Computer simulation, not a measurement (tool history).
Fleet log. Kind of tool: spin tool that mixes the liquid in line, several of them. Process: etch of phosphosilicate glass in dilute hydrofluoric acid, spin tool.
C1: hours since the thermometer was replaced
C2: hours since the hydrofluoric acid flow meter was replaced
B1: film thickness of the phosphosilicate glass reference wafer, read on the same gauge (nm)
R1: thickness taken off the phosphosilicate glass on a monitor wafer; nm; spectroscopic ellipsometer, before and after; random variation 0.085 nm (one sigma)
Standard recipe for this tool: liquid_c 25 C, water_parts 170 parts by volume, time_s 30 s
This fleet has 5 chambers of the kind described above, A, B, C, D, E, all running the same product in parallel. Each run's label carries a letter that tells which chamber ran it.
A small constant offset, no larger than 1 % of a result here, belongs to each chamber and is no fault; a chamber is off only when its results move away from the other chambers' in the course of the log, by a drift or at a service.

At hour 6: chamber E: thermometer replaced.
Run 1C, hour 8.7: usual settings; C1 399.7; C2 511.9; B1 130. Result: R1 26.616 nm.
Run 2B, hour 18.9: usual settings; C1 1094.7; C2 293.9; B1 129.99. Result: R1 26.668 nm.
Run 3E, hour 24.6: usual settings; C1 18.7; C2 613.8; B1 130.02. Result: R1 26.658 nm.
At hour 26.3: chamber D: thermometer replaced.
Run 4A, hour 30.6: usual settings; C1 2291.5; C2 1172.8; B1 130.03. Result: R1 26.688 nm.
Run 5D, hour 40.9: usual settings; C1 14.6; C2 950.8; B1 130.01. Result: R1 26.863 nm.
Run 6B, hour 48.9: usual settings; C1 1124.7; C2 323.9; B1 130.04. Result: R1 26.567 nm.
Run 7A, hour 56.6: usual settings; C1 2317.5; C2 1198.8; B1 129.99. Result: R1 26.64 nm.
Run 8E, hour 63.5: usual settings; C1 57.6; C2 652.7; B1 129.95. Result: R1 26.465 nm.
At hour 67: chamber C: thermometer replaced.
Run 9D, hour 69.2: usual settings; C1 42.9; C2 979.1; B1 129.97. Result: R1 26.816 nm.
Run 10C, hour 74.2: usual settings but water_parts 210 parts by volume; C1 7.3; C2 577.4; B1 129.98. Result: R1 20.531 nm.
Run 11D, hour 78.9: usual settings but water_parts 210 parts by volume; C1 52.6; C2 988.8; B1 129.99. Result: R1 20.823 nm.
Run 12C, hour 84.2: usual settings but water_parts 210 parts by volume; C1 17.3; C2 587.4; B1 129.98. Result: R1 20.585 nm.
Run 13A, hour 90: usual settings but water_parts 210 parts by volume; C1 2350.9; C2 1232.2; B1 130.01. Result: R1 20.527 nm.
Run 14E, hour 95.2: usual settings but water_parts 210 parts by volume; C1 89.3; C2 684.4; B1 130.03. Result: R1 20.542 nm.
Run 15B, hour 102: usual settings; C1 1177.8; C2 377; B1 130. Result: R1 26.712 nm.
Run 16A, hour 112.6: usual settings; C1 2373.5; C2 1254.8; B1 129.99. Result: R1 26.641 nm.
Run 17C, hour 117.7: usual settings; C1 50.8; C2 620.9; B1 130.03. Result: R1 26.626 nm.
Run 18D, hour 125.9: usual settings; C1 99.6; C2 1035.8; B1 130.01. Result: R1 26.86 nm.
Run 19B, hour 134.3: usual settings; C1 1210.1; C2 409.3; B1 130.04. Result: R1 26.673 nm.
Run 20E, hour 139: usual settings; C1 133.1; C2 728.2; B1 130. Result: R1 26.662 nm.
At hour 142.1: chamber C: hydrofluoric acid flow meter replaced.
Run 21E, hour 145.4: usual settings; C1 139.5; C2 734.6; B1 130.05. Result: R1 26.573 nm.
Run 22B, hour 150.2: usual settings; C1 1226; C2 425.2; B1 130.02. Result: R1 26.687 nm.
Run 23A, hour 159.6: usual settings; C1 2420.5; C2 1301.8; B1 130.01. Result: R1 26.715 nm.
Run 24C, hour 167.4: usual settings; C1 100.5; C2 25.3; B1 130.02. Result: R1 26.771 nm.
Run 25D, hour 174.3: usual settings; C1 148; C2 1084.2; B1 129.96. Result: R1 26.712 nm.
Run 26D, hour 180.6: usual settings; C1 154.3; C2 1090.5; B1 129.98. Result: R1 26.951 nm.
Run 27E, hour 190: usual settings but liquid_c 23.5 C, water_parts 235 parts by volume; C1 184.1; C2 779.2; B1 129.98. Result: R1 16.956 nm.
Run 28B, hour 195.9: usual settings but liquid_c 23.5 C, water_parts 235 parts by volume; C1 1271.7; C2 470.9; B1 130.04. Result: R1 17.069 nm.
Run 29A, hour 202.8: usual settings but liquid_c 23.5 C, water_parts 235 parts by volume; C1 2463.7; C2 1345; B1 130.01. Result: R1 17.032 nm.
Run 30C, hour 209.1: usual settings but liquid_c 23.5 C, water_parts 235 parts by volume; C1 142.2; C2 67; B1 129.96. Result: R1 16.992 nm.
Run 31C, hour 218: usual settings but liquid_c 23.5 C, water_parts 235 parts by volume; C1 151.1; C2 75.9; B1 129.99. Result: R1 16.946 nm.
Run 32B, hour 223.6: usual settings; C1 1299.4; C2 498.6; B1 130.01. Result: R1 26.673 nm.
Run 33D, hour 229.7: usual settings; C1 203.4; C2 1139.6; B1 129.99. Result: R1 26.876 nm.
At hour 233.9: chamber A: hydrofluoric acid flow meter replaced.
Run 34E, hour 239.2: usual settings but liquid_c 21.5 C, time_s 20 s; C1 233.3; C2 828.4; B1 129.94. Result: R1 15.471 nm.
Run 35A, hour 247: usual settings but liquid_c 21.5 C, time_s 20 s; C1 2507.9; C2 13.2; B1 129.98. Result: R1 15.613 nm.
Run 36C, hour 255.3: usual settings but liquid_c 21.5 C, time_s 20 s; C1 188.4; C2 113.2; B1 130. Result: R1 15.59 nm.
Run 37A, hour 261.9: usual settings but liquid_c 21.5 C, time_s 20 s; C1 2522.8; C2 28.1; B1 129.99. Result: R1 15.557 nm.
Run 38D, hour 267.7: usual settings but liquid_c 21.5 C, time_s 20 s; C1 241.4; C2 1177.6; B1 130.03. Result: R1 15.7 nm.
Run 39B, hour 278.2: usual settings; C1 1354; C2 553.2; B1 129.98. Result: R1 26.545 nm.
Run 40E, hour 286.7: usual settings; C1 280.8; C2 875.9; B1 129.95. Result: R1 26.583 nm.
Run 41B, hour 296.6: usual settings; C1 1372.4; C2 571.6; B1 130.03. Result: R1 26.539 nm.
Run 42E, hour 305.8: usual settings; C1 299.9; C2 895; B1 130.02. Result: R1 26.558 nm.

What goes on in this fleet: one chamber off, a drifting gauge, or nothing beyond the chambers' own small offsets? Name the chamber and the cause, if any.

Nothing is wrong: each chamber keeps only its own small, steady offset and the gauge holds still.
